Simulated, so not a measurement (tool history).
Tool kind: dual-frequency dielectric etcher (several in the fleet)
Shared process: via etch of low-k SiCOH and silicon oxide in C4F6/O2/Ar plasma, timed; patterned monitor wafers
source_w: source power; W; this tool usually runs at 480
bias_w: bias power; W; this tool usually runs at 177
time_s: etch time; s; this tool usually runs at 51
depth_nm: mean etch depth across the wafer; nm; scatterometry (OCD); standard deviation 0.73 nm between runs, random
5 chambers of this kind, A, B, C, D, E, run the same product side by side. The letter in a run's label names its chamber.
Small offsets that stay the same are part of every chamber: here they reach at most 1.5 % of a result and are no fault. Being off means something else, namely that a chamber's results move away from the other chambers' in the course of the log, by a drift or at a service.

run   hour  source_w  bias_w  time_s  hours since the last wet clean  hours since the last source power generator calibration  hours since the last bias power generator calibration  read-back reference wafer on the same gauge, depth_nm  depth_nm
 1D    8.9       480     177      51                           208.5                                                   1046.2                                                  803.3                                                 144.06    129.42
 2E   21.1       480     177      51                           258.3                                                   2102.1                                                 3200.6                                                 144.07    128.22
 3A   30.9       480     177      51                           110.5                                                   1767.3                                                 1480.1                                                 144.08    130.16
 4C     44       480     177      51                           216.2                                                   1484.9                                                 1996.1                                                 144.02    130.75
 5B   56.5       480     177      51                           400.2                                                    466.2                                                 2559.3                                                 143.84    130.04
 6D   65.6       480     177      51                           265.2                                                   1102.9                                                    860                                                 144.12    128.42
 7E   77.5       480     177      51                           314.7                                                   2158.5                                                   3257                                                 144.01    129.37
 8A   87.5       480     177      51                           167.1                                                   1823.9                                                 1536.7                                                 143.91    129.63
 9B   96.9       480     135      62                           440.6                                                    506.6                                                 2599.7                                                 144.16    145.48
     110.2  -- chamber B: bias power generator calibrated
10C  112.5       480     135      62                           284.7                                                   1553.4                                                 2064.6                                                 143.83    145.54
11E  128.1       480     135      62                           365.3                                                   2209.1                                                 3307.6                                                 144.24    145.01
12D  143.2       480     135      62                           342.8                                                   1180.5                                                  937.6                                                  143.9    143.29
13A  157.6       480     135      62                           237.2                                                     1894                                                 1606.8                                                 144.02    145.28
14C  168.2       480     177    61.5                           340.4                                                   1609.1                                                 2120.3                                                 144.04    157.35
       176  -- chamber E: wet clean of the chamber
15B    184       480     177    61.5                           527.7                                                    593.7                                                   73.9                                                 144.14    154.33
     190.2  -- chamber D: wet clean of the chamber
16B  196.7       480     177    61.5                           540.4                                                    606.4                                                   86.6                                                    144     154.9
17C  207.5       480     177    61.5                           379.7                                                   1648.4                                                 2159.6                                                 143.98    156.93
18E  216.9       480     177    61.5                              41                                                   2297.9                                                 3396.4                                                 143.94     160.6
19D  226.8       440     177      51                            36.7                                                   1264.1                                                 1021.2                                                 143.94       123
20A  234.5       440     177      51                           314.1                                                   1970.9                                                 1683.7                                                 143.99    126.67
21D  249.9       440     177      51                            59.8                                                   1287.2                                                 1044.3                                                 143.99    123.09
     255.1  -- chamber B: wet clean of the chamber
22A  259.8       440     177      51                           339.4                                                   1996.2                                                   1709                                                 144.27    125.11
23B  275.6       440     177      51                            20.6                                                    685.3                                                  165.5                                                 143.84    125.66
24C  288.8       480     177      51                             461                                                   1729.7                                                 2240.9                                                 144.24    130.12
25E  300.4       480     177      51                           124.5                                                   2381.4                                                 3479.9                                                 143.79    134.63
26D  316.4       480     150      51                           126.3                                                   1353.7                                                 1110.8                                                 143.95    122.18
27E    330       480     150      51                           154.1                                                     2411                                                 3509.5                                                 144.11    126.24
28B  343.7       480     150      51                            88.7                                                    753.4                                                  233.6                                                 144.11    123.48
     345.1  -- chamber D: source power generator calibrated
29A  351.2       480     150      51                           430.8                                                   2087.6                                                 1800.4                                                 144.07    123.38
30C  359.4       480     150      51                           531.6                                                   1800.3                                                 2311.5                                                 144.13    124.48
31D  369.7       480     177      51                           179.6                                                     24.6                                                 1164.1                                                 144.15    127.81
32C  384.6       480     177      51                           556.8                                                   1825.5                                                 2336.7                                                 144.19    131.43

Is one chamber off against the others, does the gauge drift, or is nothing wrong? If a chamber is off, say which, and what the likeliest cause is.

A service left chamber E off against the others.
Cause: etch rate over this chamber's usual, % = 3.97.

Below are 4 candidate recipes for chamber E's next run, each the usual settings with a change, their results shown as question marks. Which of them brings E's results back in line with what the other chambers give on the usual settings?
In line means no further than this from the other chambers' mean on the usual settings: depth_nm 2.6 nm
33E-1  396.5       470     175      48                                                                                                                                                                                                                ?
33E-2  396.5       480     177    54.5                                                                                                                                                                                                                ?
33E-3  396.5       440     177      51                                                                                                                                                                                                                ?
33E-4  396.5       480     177      53                                                                                                                                                                                                                ?

The other chambers' mean on the usual settings: depth_nm 129.27 nm
  run  depth_nm
33E-1    124.65
33E-2    143.19
33E-3    129.53
33E-4    139.25
The answer is 33E-3, which returns the chamber to within the allowed miss of the others.
